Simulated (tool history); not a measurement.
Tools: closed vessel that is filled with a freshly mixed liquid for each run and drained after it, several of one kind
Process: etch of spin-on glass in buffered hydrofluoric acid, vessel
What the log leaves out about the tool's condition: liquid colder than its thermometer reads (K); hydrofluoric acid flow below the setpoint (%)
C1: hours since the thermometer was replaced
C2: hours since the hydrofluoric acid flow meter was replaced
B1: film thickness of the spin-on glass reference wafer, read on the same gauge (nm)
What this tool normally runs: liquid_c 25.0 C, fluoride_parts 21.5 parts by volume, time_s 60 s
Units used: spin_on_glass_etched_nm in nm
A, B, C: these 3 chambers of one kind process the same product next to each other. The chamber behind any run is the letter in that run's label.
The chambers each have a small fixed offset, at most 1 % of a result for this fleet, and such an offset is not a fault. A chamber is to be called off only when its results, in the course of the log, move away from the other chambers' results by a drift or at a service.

{"run": "1A", "day": 0.5, "liquid_c": 25.0, "fluoride_parts": 21.5, "time_s": 60, "C1": 596.1, "C2": 565.1, "B1": 90.03, "spin_on_glass_etched_nm": 126.53}
{"run": "2B", "day": 0.775, "liquid_c": 25.0, "fluoride_parts": 21.5, "time_s": 60, "C1": 1573.8, "C2": 799.4, "B1": 90.015, "spin_on_glass_etched_nm": 127.08}
{"run": "3C", "day": 1.229, "liquid_c": 25.0, "fluoride_parts": 21.5, "time_s": 60, "C1": 710.4, "C2": 1112.8, "B1": 90.012, "spin_on_glass_etched_nm": 124.62}
{"run": "4B", "day": 1.521, "liquid_c": 25.0, "fluoride_parts": 21.5, "time_s": 60, "C1": 1591.7, "C2": 817.3, "B1": 89.991, "spin_on_glass_etched_nm": 126.43}
{"run": "5C", "day": 1.95, "liquid_c": 25.0, "fluoride_parts": 21.5, "time_s": 60, "C1": 727.7, "C2": 1130.1, "B1": 90.0, "spin_on_glass_etched_nm": 125.49}
{"run": "6A", "day": 2.375, "liquid_c": 25.0, "fluoride_parts": 21.5, "time_s": 60, "C1": 641.1, "C2": 610.1, "B1": 89.98, "spin_on_glass_etched_nm": 125.98}
{"run": "7A", "day": 2.896, "liquid_c": 25.0, "fluoride_parts": 21.5, "time_s": 60, "C1": 653.6, "C2": 622.6, "B1": 89.997, "spin_on_glass_etched_nm": 124.58}
{"run": "8C", "day": 3.329, "liquid_c": 25.0, "fluoride_parts": 21.5, "time_s": 60, "C1": 760.8, "C2": 1163.2, "B1": 90.044, "spin_on_glass_etched_nm": 126.32}
{"run": "9B", "day": 3.821, "liquid_c": 21.0, "fluoride_parts": 21.5, "time_s": 60, "C1": 1646.9, "C2": 872.5, "B1": 90.003, "spin_on_glass_etched_nm": 98.065}
{"run": "10A", "day": 4.125, "liquid_c": 21.0, "fluoride_parts": 21.5, "time_s": 60, "C1": 683.1, "C2": 652.1, "B1": 90.004, "spin_on_glass_etched_nm": 100.96}
{"run": "11C", "day": 4.5, "liquid_c": 21.0, "fluoride_parts": 21.5, "time_s": 60, "C1": 788.9, "C2": 1191.3, "B1": 90.023, "spin_on_glass_etched_nm": 98.852}
{"run": "12B", "day": 4.983, "liquid_c": 25.0, "fluoride_parts": 21.5, "time_s": 60, "C1": 1674.8, "C2": 900.4, "B1": 90.027, "spin_on_glass_etched_nm": 121.4}
{"day": 4.996, "done": "chamber B: hydrofluoric acid flow meter replaced"}
{"run": "13B", "day": 5.375, "liquid_c": 25.0, "fluoride_parts": 21.5, "time_s": 60, "C1": 1684.2, "C2": 9.1, "B1": 90.01, "spin_on_glass_etched_nm": 122.3}
{"run": "14A", "day": 5.775, "liquid_c": 25.0, "fluoride_parts": 21.5, "time_s": 60, "C1": 722.7, "C2": 691.7, "B1": 90.014, "spin_on_glass_etched_nm": 125.26}
{"run": "15C", "day": 6.279, "liquid_c": 25.0, "fluoride_parts": 21.5, "time_s": 85, "C1": 831.6, "C2": 1234.0, "B1": 90.038, "spin_on_glass_etched_nm": 174.74}
{"run": "16C", "day": 6.546, "liquid_c": 25.0, "fluoride_parts": 21.5, "time_s": 85, "C1": 838.0, "C2": 1240.4, "B1": 90.014, "spin_on_glass_etched_nm": 178.78}
{"run": "17B", "day": 6.783, "liquid_c": 25.0, "fluoride_parts": 21.5, "time_s": 85, "C1": 1718.0, "C2": 42.9, "B1": 90.028, "spin_on_glass_etched_nm": 169.44}
{"run": "18A", "day": 7.158, "liquid_c": 25.0, "fluoride_parts": 21.5, "time_s": 60, "C1": 755.9, "C2": 724.9, "B1": 90.008, "spin_on_glass_etched_nm": 124.31}
{"run": "19B", "day": 7.562, "liquid_c": 25.0, "fluoride_parts": 21.5, "time_s": 60, "C1": 1736.7, "C2": 61.6, "B1": 89.991, "spin_on_glass_etched_nm": 119.04}
{"run": "20A", "day": 7.8, "liquid_c": 25.0, "fluoride_parts": 16.0, "time_s": 60, "C1": 771.3, "C2": 740.3, "B1": 90.01, "spin_on_glass_etched_nm": 163.28}
{"run": "21C", "day": 8.108, "liquid_c": 25.0, "fluoride_parts": 16.0, "time_s": 60, "C1": 875.5, "C2": 1277.9, "B1": 89.995, "spin_on_glass_etched_nm": 163.68}
{"run": "22C", "day": 8.575, "liquid_c": 25.0, "fluoride_parts": 16.0, "time_s": 60, "C1": 886.7, "C2": 1289.1, "B1": 90.007, "spin_on_glass_etched_nm": 164.96}
{"run": "23A", "day": 9.067, "liquid_c": 25.0, "fluoride_parts": 21.5, "time_s": 60, "C1": 801.7, "C2": 770.7, "B1": 89.987, "spin_on_glass_etched_nm": 124.57}
{"run": "24B", "day": 9.354, "liquid_c": 25.0, "fluoride_parts": 27.5, "time_s": 85, "C1": 1779.7, "C2": 104.6, "B1": 89.983, "spin_on_glass_etched_nm": 139.37}
{"run": "25C", "day": 9.838, "liquid_c": 25.0, "fluoride_parts": 27.5, "time_s": 85, "C1": 917.0, "C2": 1319.4, "B1": 90.0, "spin_on_glass_etched_nm": 149.1}
{"run": "26A", "day": 10.196, "liquid_c": 25.0, "fluoride_parts": 27.5, "time_s": 85, "C1": 828.8, "C2": 797.8, "B1": 90.01, "spin_on_glass_etched_nm": 147.46}
{"run": "27B", "day": 10.467, "liquid_c": 29.5, "fluoride_parts": 21.5, "time_s": 30, "C1": 1806.4, "C2": 131.3, "B1": 90.0, "spin_on_glass_etched_nm": 74.747}
{"run": "28B", "day": 10.983, "liquid_c": 29.5, "fluoride_parts": 21.5, "time_s": 30, "C1": 1818.8, "C2": 143.7, "B1": 90.027, "spin_on_glass_etched_nm": 73.852}
{"run": "29C", "day": 11.396, "liquid_c": 29.5, "fluoride_parts": 21.5, "time_s": 30, "C1": 954.4, "C2": 1356.8, "B1": 89.996, "spin_on_glass_etched_nm": 78.722}
{"run": "30A", "day": 11.817, "liquid_c": 25.0, "fluoride_parts": 21.5, "time_s": 60, "C1": 867.7, "C2": 836.7, "B1": 89.997, "spin_on_glass_etched_nm": 125.98}
{"run": "31A", "day": 12.208, "liquid_c": 25.0, "fluoride_parts": 21.5, "time_s": 60, "C1": 877.1, "C2": 846.1, "B1": 90.003, "spin_on_glass_etched_nm": 126.03}

All chambers now run identical settings, listed one chamber a line with results as question marks. What results will each chamber show?
{"run": "32A", "day": 12.588, "liquid_c": 25.0, "fluoride_parts": 13.5, "time_s": 60, "spin_on_glass_etched_nm": "?"}
{"run": "32B", "day": 12.588, "liquid_c": 25.0, "fluoride_parts": 13.5, "time_s": 60, "spin_on_glass_etched_nm": "?"}
{"run": "32C", "day": 12.588, "liquid_c": 25.0, "fluoride_parts": 13.5, "time_s": 60, "spin_on_glass_etched_nm": "?"}

run=32A spin_on_glass_etched_nm=195.180
run=32B spin_on_glass_etched_nm=177.050
run=32C spin_on_glass_etched_nm=197.440
